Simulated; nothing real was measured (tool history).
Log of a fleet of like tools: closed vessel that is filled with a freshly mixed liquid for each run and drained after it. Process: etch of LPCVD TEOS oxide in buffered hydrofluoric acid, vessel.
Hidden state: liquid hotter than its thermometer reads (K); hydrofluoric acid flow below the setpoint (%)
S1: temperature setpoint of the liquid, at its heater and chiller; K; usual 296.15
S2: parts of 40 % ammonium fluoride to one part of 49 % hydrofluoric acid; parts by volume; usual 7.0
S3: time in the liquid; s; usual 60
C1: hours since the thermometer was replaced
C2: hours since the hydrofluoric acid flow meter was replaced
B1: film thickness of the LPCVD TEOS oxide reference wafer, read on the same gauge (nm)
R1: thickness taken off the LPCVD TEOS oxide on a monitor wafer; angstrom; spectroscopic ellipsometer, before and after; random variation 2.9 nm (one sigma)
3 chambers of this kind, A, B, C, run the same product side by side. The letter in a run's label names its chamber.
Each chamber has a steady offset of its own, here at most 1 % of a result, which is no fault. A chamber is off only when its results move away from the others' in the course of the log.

run 1B hour=4.7 | S1=296.15 S2=7.0 S3=60 | C1=532.1 C2=8.2 | B1=39.982 | R1=3361.4
run 2C hour=11.9 | S1=296.15 S2=7.0 S3=60 | C1=2564.4 C2=182.2 | B1=39.958 | R1=3432.1
run 3A hour=17.0 | S1=296.15 S2=7.0 S3=60 | C1=481.1 C2=260.1 | B1=39.994 | R1=3381.0
-- hour=18.6 chamber C: thermometer replaced
run 4C hour=21.7 | S1=296.15 S2=7.0 S3=60 | C1=3.2 C2=192.0 | B1=39.998 | R1=3438.9
run 5B hour=24.9 | S1=296.15 S2=7.0 S3=60 | C1=552.3 C2=28.4 | B1=40.018 | R1=3431.5
run 6A hour=30.2 | S1=296.15 S2=7.0 S3=60 | C1=494.3 C2=273.3 | B1=39.960 | R1=3379.9
run 7A hour=37.0 | S1=296.15 S2=7.0 S3=60 | C1=501.1 C2=280.1 | B1=39.999 | R1=3380.3
run 8C hour=44.4 | S1=296.15 S2=7.0 S3=60 | C1=25.9 C2=214.7 | B1=39.994 | R1=3416.1
run 9B hour=49.0 | S1=296.15 S2=7.0 S3=60 | C1=576.4 C2=52.5 | B1=39.960 | R1=3438.9
run 10A hour=53.8 | S1=296.15 S2=7.0 S3=60 | C1=517.9 C2=296.9 | B1=39.994 | R1=3381.2
run 11B hour=60.0 | S1=296.15 S2=7.0 S3=60 | C1=587.4 C2=63.5 | B1=40.010 | R1=3522.2
run 12C hour=64.6 | S1=296.15 S2=7.0 S3=60 | C1=46.1 C2=234.9 | B1=40.007 | R1=3433.0
run 13C hour=69.3 | S1=296.15 S2=7.0 S3=60 | C1=50.8 C2=239.6 | B1=39.952 | R1=3477.0
run 14B hour=73.6 | S1=296.15 S2=7.0 S3=60 | C1=601.0 C2=77.1 | B1=40.007 | R1=3457.9
run 15A hour=80.0 | S1=296.15 S2=7.0 S3=60 | C1=544.1 C2=323.1 | B1=39.988 | R1=3426.7
run 16B hour=83.7 | S1=296.15 S2=7.0 S3=60 | C1=611.1 C2=87.2 | B1=40.043 | R1=3519.1
run 17C hour=87.0 | S1=296.15 S2=7.0 S3=60 | C1=68.5 C2=257.3 | B1=40.046 | R1=3450.5
run 18A hour=93.3 | S1=296.15 S2=7.0 S3=60 | C1=557.4 C2=336.4 | B1=40.014 | R1=3390.9
run 19C hour=97.1 | S1=296.15 S2=7.0 S3=60 | C1=78.6 C2=267.4 | B1=40.039 | R1=3430.6
run 20A hour=103.6 | S1=296.15 S2=7.0 S3=60 | C1=567.7 C2=346.7 | B1=40.042 | R1=3403.8
run 21B hour=110.8 | S1=296.15 S2=7.0 S3=60 | C1=638.2 C2=114.3 | B1=39.976 | R1=3615.8
run 22B hour=116.5 | S1=296.15 S2=5.5 S3=60 | C1=643.9 C2=120.0 | B1=40.018 | R1=4450.8
run 23A hour=122.6 | S1=296.15 S2=5.5 S3=60 | C1=586.7 C2=365.7 | B1=40.020 | R1=4216.9
run 24C hour=126.6 | S1=296.15 S2=5.5 S3=60 | C1=108.1 C2=296.9 | B1=39.990 | R1=4217.4
run 25B hour=131.8 | S1=296.15 S2=7.0 S3=60 | C1=659.2 C2=135.3 | B1=40.049 | R1=3664.4
run 26C hour=135.6 | S1=296.15 S2=7.0 S3=35 | C1=117.1 C2=305.9 | B1=40.030 | R1=2014.3
run 27A hour=141.8 | S1=296.15 S2=7.0 S3=35 | C1=605.9 C2=384.9 | B1=40.010 | R1=1983.5
run 28C hour=148.9 | S1=296.15 S2=7.0 S3=35 | C1=130.4 C2=319.2 | B1=40.028 | R1=2000.8
run 29B hour=155.7 | S1=296.15 S2=7.0 S3=60 | C1=683.1 C2=159.2 | B1=39.977 | R1=3657.7
run 30A hour=160.8 | S1=296.15 S2=7.0 S3=60 | C1=624.9 C2=403.9 | B1=39.989 | R1=3381.8
run 31B hour=167.8 | S1=296.15 S2=5.0 S3=60 | C1=695.2 C2=171.3 | B1=39.980 | R1=5057.1
run 32C hour=172.7 | S1=296.15 S2=5.0 S3=60 | C1=154.2 C2=343.0 | B1=40.010 | R1=4634.4
run 33A hour=176.4 | S1=296.15 S2=5.0 S3=60 | C1=640.5 C2=419.5 | B1=40.067 | R1=4532.9
run 34A hour=181.7 | S1=296.15 S2=7.0 S3=60 | C1=645.8 C2=424.8 | B1=40.001 | R1=3409.8
run 35C hour=186.1 | S1=296.15 S2=7.0 S3=60 | C1=167.6 C2=356.4 | B1=39.972 | R1=3441.6
run 36B hour=192.4 | S1=296.15 S2=7.0 S3=60 | C1=719.8 C2=195.9 | B1=39.970 | R1=3800.6
run 37C hour=198.3 | S1=296.15 S2=6.0 S3=60 | C1=179.8 C2=368.6 | B1=39.976 | R1=3930.4
run 38B hour=204.6 | S1=296.15 S2=6.0 S3=60 | C1=732.0 C2=208.1 | B1=40.006 | R1=4354.1
run 39A hour=210.7 | S1=296.15 S2=6.0 S3=60 | C1=674.8 C2=453.8 | B1=40.019 | R1=3850.5

Next, every chamber runs the same settings. What will each give?
run 40A hour=216.0 | S1=296.15 S2=7.0 S3=40 | R1=?
run 40B hour=216.0 | S1=296.15 S2=7.0 S3=40 | R1=?
run 40C hour=216.0 | S1=296.15 S2=7.0 S3=40 | R1=?

run=40A R1=2290.6
run=40B R1=2565.1
run=40C R1=2270.0

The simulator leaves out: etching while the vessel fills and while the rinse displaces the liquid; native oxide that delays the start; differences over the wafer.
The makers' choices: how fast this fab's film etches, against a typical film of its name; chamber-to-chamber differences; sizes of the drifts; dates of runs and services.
